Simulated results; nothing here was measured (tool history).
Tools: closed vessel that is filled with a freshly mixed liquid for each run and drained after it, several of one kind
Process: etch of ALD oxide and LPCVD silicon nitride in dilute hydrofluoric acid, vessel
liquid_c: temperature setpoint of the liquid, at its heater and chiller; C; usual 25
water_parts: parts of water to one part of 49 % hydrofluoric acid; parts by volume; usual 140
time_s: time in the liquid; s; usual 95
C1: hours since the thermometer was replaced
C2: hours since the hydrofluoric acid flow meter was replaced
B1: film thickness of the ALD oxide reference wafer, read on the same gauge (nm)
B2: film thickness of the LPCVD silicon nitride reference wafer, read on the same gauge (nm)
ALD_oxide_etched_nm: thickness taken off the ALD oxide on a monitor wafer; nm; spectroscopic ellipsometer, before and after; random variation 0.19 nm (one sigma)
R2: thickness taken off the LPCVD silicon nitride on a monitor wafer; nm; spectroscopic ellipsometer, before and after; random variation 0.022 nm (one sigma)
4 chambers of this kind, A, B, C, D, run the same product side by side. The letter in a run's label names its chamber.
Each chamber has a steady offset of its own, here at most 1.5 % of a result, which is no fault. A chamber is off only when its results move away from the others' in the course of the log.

Run 1C, day 0.454: usual settings; C1 500.6; C2 2544.9; B1 149.99; B2 100. Result: ALD_oxide_etched_nm 19.31 nm, R2 0.35605 nm.
Run 2A, day 0.879: usual settings; C1 1441.3; C2 1311.2; B1 149.99; B2 99.997. Result: ALD_oxide_etched_nm 19.043 nm, R2 0.30951 nm.
Run 3D, day 1.138: usual settings; C1 250.5; C2 1046.5; B1 149.98; B2 100.01. Result: ALD_oxide_etched_nm 19.147 nm, R2 0.31908 nm.
Run 4B, day 1.558: usual settings; C1 688.8; C2 155.2; B1 150.02; B2 99.997. Result: ALD_oxide_etched_nm 18.903 nm, R2 0.36573 nm.
Run 5A, day 1.917: usual settings; C1 1466.2; C2 1336.1; B1 149.99; B2 99.988. Result: ALD_oxide_etched_nm 19.202 nm, R2 0.34188 nm.
Run 6B, day 2.196: usual settings; C1 704.1; C2 170.5; B1 149.99; B2 99.985. Result: ALD_oxide_etched_nm 18.907 nm, R2 0.31515 nm.
At day 2.321: chamber C: hydrofluoric acid flow meter replaced.
Run 7C, day 2.496: usual settings; C1 549.6; C2 4.2; B1 150.01; B2 100.01. Result: ALD_oxide_etched_nm 18.937 nm, R2 0.32944 nm.
Run 8D, day 2.85: usual settings; C1 291.6; C2 1087.6; B1 150.04; B2 99.996. Result: ALD_oxide_etched_nm 19.053 nm, R2 0.29726 nm.
Run 9A, day 3.129: usual settings; C1 1495.3; C2 1365.2; B1 150; B2 100.01. Result: ALD_oxide_etched_nm 19.418 nm, R2 0.34199 nm.
Run 10C, day 3.467: usual settings but liquid_c 29 C; C1 572.9; C2 27.5; B1 149.98; B2 99.981. Result: ALD_oxide_etched_nm 22.358 nm, R2 0.42426 nm.
Run 11D, day 3.908: usual settings but liquid_c 29 C; C1 317; C2 1113; B1 149.98; B2 99.993. Result: ALD_oxide_etched_nm 22.02 nm, R2 0.48225 nm.
Run 12B, day 4.446: usual settings but liquid_c 29 C; C1 758.1; C2 224.5; B1 149.94; B2 100.01. Result: ALD_oxide_etched_nm 22.352 nm, R2 0.38285 nm.
Run 13C, day 4.971: usual settings but liquid_c 29 C; C1 609; C2 63.6; B1 149.97; B2 99.99. Result: ALD_oxide_etched_nm 22.342 nm, R2 0.4494 nm.
Run 14D, day 5.254: usual settings; C1 349.3; C2 1145.3; B1 150.03; B2 100. Result: ALD_oxide_etched_nm 19.153 nm, R2 0.33185 nm.
Run 15A, day 5.65: usual settings; C1 1555.8; C2 1425.7; B1 150.02; B2 100.01. Result: ALD_oxide_etched_nm 19.829 nm, R2 0.35051 nm.
Run 16B, day 5.888: usual settings; C1 792.7; C2 259.1; B1 150.03; B2 99.999. Result: ALD_oxide_etched_nm 19.228 nm, R2 0.3395 nm.
Run 17C, day 6.254: usual settings; C1 639.8; C2 94.4; B1 150.03; B2 100.01. Result: ALD_oxide_etched_nm 19.252 nm, R2 0.29056 nm.
Run 18A, day 6.575: usual settings; C1 1578; C2 1447.9; B1 150; B2 99.997. Result: ALD_oxide_etched_nm 19.709 nm, R2 0.37057 nm.
Run 19B, day 6.833: usual settings; C1 815.4; C2 281.8; B1 149.96; B2 100.01. Result: ALD_oxide_etched_nm 18.966 nm, R2 0.30472 nm.
Run 20D, day 7.104: usual settings; C1 393.7; C2 1189.7; B1 150; B2 99.997. Result: ALD_oxide_etched_nm 19.162 nm, R2 0.31975 nm.
Run 21D, day 7.492: usual settings; C1 403; C2 1199; B1 150; B2 100. Result: ALD_oxide_etched_nm 19.184 nm, R2 0.32424 nm.
Run 22B, day 7.817: usual settings; C1 839; C2 305.4; B1 149.99; B2 99.993. Result: ALD_oxide_etched_nm 18.959 nm, R2 0.32334 nm.
Run 23C, day 8.254: usual settings; C1 687.8; C2 142.4; B1 150.01; B2 100. Result: ALD_oxide_etched_nm 19.083 nm, R2 0.31826 nm.
Run 24A, day 8.608: usual settings; C1 1626.8; C2 1496.7; B1 150.05; B2 99.994. Result: ALD_oxide_etched_nm 20.533 nm, R2 0.36774 nm.
Run 25D, day 8.942: usual settings; C1 437.8; C2 1233.8; B1 149.96; B2 100.01. Result: ALD_oxide_etched_nm 18.882 nm, R2 0.31986 nm.
Run 26C, day 9.196: usual settings; C1 710.4; C2 165; B1 149.97; B2 99.992. Result: ALD_oxide_etched_nm 19.3 nm, R2 0.32298 nm.
Run 27B, day 9.512: usual settings; C1 879.7; C2 346.1; B1 150.01; B2 100.02. Result: ALD_oxide_etched_nm 19.065 nm, R2 0.32862 nm.
Run 28A, day 10.021: usual settings but water_parts 200 parts by volume; C1 1660.7; C2 1530.6; B1 150.01; B2 100.01. Result: ALD_oxide_etched_nm 13.385 nm, R2 0.27107 nm.

What goes on in this fleet: one chamber off, a drifting gauge, or nothing beyond the chambers' own small offsets? Name the chamber and the cause, if any.

Chamber A drifts away from the others.
Cause: liquid hotter than its thermometer reads (K) = 2.43.

Here are 4 candidates for chamber A's next run, each the usual settings with a change, their results left as question marks. Which one brings its results back in line with what the others give on the usual settings?
In line means no further than this from the other chambers' mean on the usual settings: ALD_oxide_etched_nm 0.66 nm; R2 0.077 nm
Run 29A-1, day 10.408: usual settings but liquid_c 27 C, water_parts 145 parts by volume, time_s 100 s. Result: ALD_oxide_etched_nm ?, R2 ?.
Run 29A-2, day 10.408: usual settings but liquid_c 23 C, water_parts 135 parts by volume, time_s 90 s. Result: ALD_oxide_etched_nm ?, R2 ?.
Run 29A-3, day 10.408: usual settings but liquid_c 24.5 C. Result: ALD_oxide_etched_nm ?, R2 ?.
Run 29A-4, day 10.408: usual settings but liquid_c 25.5 C. Result: ALD_oxide_etched_nm ?, R2 ?.

The other chambers' mean on the usual settings: ALD_oxide_etched_nm 19.039 nm; R2 0.3381 nm
  run  ALD_oxide_etched_nm       R2
29A-1               22.654  0.44519
29A-2               19.083    0.334
29A-3               20.441  0.37435
29A-4               21.224   0.3989
29A-2 brings the chamber back in line.
